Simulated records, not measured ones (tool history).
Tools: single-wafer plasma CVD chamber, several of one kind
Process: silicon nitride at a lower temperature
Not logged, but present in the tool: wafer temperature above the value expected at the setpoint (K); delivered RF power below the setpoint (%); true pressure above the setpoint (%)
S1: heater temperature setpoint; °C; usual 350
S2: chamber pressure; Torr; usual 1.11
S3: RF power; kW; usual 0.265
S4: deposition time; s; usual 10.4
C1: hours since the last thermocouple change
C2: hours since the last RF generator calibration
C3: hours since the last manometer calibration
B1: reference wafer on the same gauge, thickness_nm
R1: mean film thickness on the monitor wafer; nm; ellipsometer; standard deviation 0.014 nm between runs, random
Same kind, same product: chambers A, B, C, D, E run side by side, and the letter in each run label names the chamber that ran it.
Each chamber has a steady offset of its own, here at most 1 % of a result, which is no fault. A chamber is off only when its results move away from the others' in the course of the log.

run     day   S1    S2     S3    S4      C1      C2      C3      B1       R1
 1D   0.508  350  1.11  0.265  10.4   782.5  2286.4   245.2  9.2972  10.0640
 2B   1.033  350  1.11  0.265  10.4   984.1   550.1    36.3  9.2954  10.0640
 3E   1.562  350  1.11  0.265  10.4   189.2  1626.4   111.3  9.2919  10.1080
 4A   1.979  350  1.11  0.265  10.4    95.7  1167.9   345.3  9.2944  10.0620
 5C   2.267  350  1.11  0.265  10.4   239.0  1132.3   856.9  9.2968  10.1280
 6C   2.662  350  1.11  0.265  12.3   248.5  1141.8   866.4  9.2900  11.9600
 7E   3.038  350  1.11  0.265  12.3   224.6  1661.8   146.7  9.2905  11.9440
 8D   3.312  350  1.11  0.265  12.3   849.8  2353.7   312.5  9.2905  11.9080
 9A   3.717  350  1.11  0.265  12.3   137.4  1209.6   387.0  9.2908  11.8830
10B   4.104  350  1.11  0.265  12.3  1057.8   623.8   110.0  9.2859  11.8830
11C   4.488  350  1.11  0.265  10.4   292.3  1185.6   910.2  9.2856  10.1170
12D   4.921  350  1.11  0.265  10.4   888.4  2392.3   351.1  9.2861  10.0580
13A   5.412  350  1.11  0.265  10.4   178.1  1250.3   427.7  9.2845  10.0470
      5.417  -- chamber A: RF generator calibrated
14E   5.942  350  1.11  0.265  10.4   294.3  1731.5   216.4  9.2847  10.0910
15B   6.458  350  1.37  0.310  10.4  1114.3   680.3   166.5  9.2789  11.9170
16E   6.867  350  1.37  0.310  10.4   316.5  1753.7   238.6  9.2787  11.9210
17B   7.342  350  1.37  0.310  10.4  1135.5   701.5   187.7  9.2771  11.9040
18A   7.679  350  1.37  0.310  10.4   232.5    54.3   482.1  9.2778  11.8940
19D   8.196  350  1.37  0.310  10.4   967.0  2470.9   429.7  9.2756  11.8620
      8.392  -- chamber D: RF generator calibrated
20C   8.638  350  1.11  0.265  10.4   391.9  1285.2  1009.8  9.2782  10.1240
      8.850  -- chamber B: RF generator calibrated
21C   8.946  350  1.11  0.265  10.4   399.3  1292.6  1017.2  9.2742  10.1040
22A   9.388  350  1.11  0.265  10.4   273.5    95.3   523.1  9.2705  10.0210
23D   9.812  344  1.32  0.265  10.4  1005.8    34.1   468.5  9.2676  10.5910
24E  10.067  344  1.32  0.265  10.4   393.3  1830.5   315.4  9.2678  10.5940
25B  10.392  344  1.32  0.265  10.4  1208.7    37.1   260.9  9.2664  10.5850
26D  10.696  344  1.32  0.265  10.4  1027.0    55.3   489.7  9.2677  10.6250
27A  10.967  344  1.32  0.265  10.4   311.4   133.2   561.0  9.2652  10.5880
28B  11.408  350  1.11  0.265  10.4  1233.1    61.5   285.3  9.2641  10.0610
29E  11.788  350  1.11  0.265  10.4   434.6  1871.8   356.7  9.2636  10.0640
30C  12.238  350  1.11  0.265  10.4   478.3  1371.6  1096.2  9.2636  10.0740
31E  12.671  350  1.11  0.265  10.4   455.8  1893.0   377.9  9.2586  10.0460
32D  13.012  350  1.11  0.265  10.4  1082.6   110.9   545.3  9.2594  10.0420
33A  13.429  350  1.11  0.265  10.4   370.5   192.3   620.1  9.2594  10.0090
34C  13.883  350  1.11  0.265  10.4   517.8  1411.1  1135.7  9.2569  10.0740
35B  14.225  350  1.11  0.265  10.4  1300.7   129.1   352.9  9.2566  10.0490
36B  14.675  350  1.11  0.265  10.4  1311.5   139.9   363.7  9.2591  10.0370
37C  15.242  350  1.11  0.265  10.4   550.4  1443.7  1168.3  9.2545  10.0940
38E  15.688  350  1.11  0.265  10.4   528.2  1965.4   450.3  9.2509  10.0710
39D  16.125  350  1.11  0.265  10.4  1157.3   185.6   620.0  9.2486  10.0190
40A  16.633  350  1.11  0.265  10.4   447.4   269.2   697.0  9.2487   9.9980
41B  16.938  350  1.11  0.265  10.4  1365.8   194.2   418.0  9.2454  10.0200
42E  17.408  360  1.11  0.225  10.4   569.5  2006.7   491.6  9.2467   8.8955

What goes on in this fleet: one chamber off, a drifting gauge, or nothing beyond the chambers' own small offsets? Name the chamber and the cause, if any.

It is the gauge, not a chamber: its drift shows up in every chamber's results at once, and no chamber is off.
Most likely cause: gauge reads low (%) = 0.583.

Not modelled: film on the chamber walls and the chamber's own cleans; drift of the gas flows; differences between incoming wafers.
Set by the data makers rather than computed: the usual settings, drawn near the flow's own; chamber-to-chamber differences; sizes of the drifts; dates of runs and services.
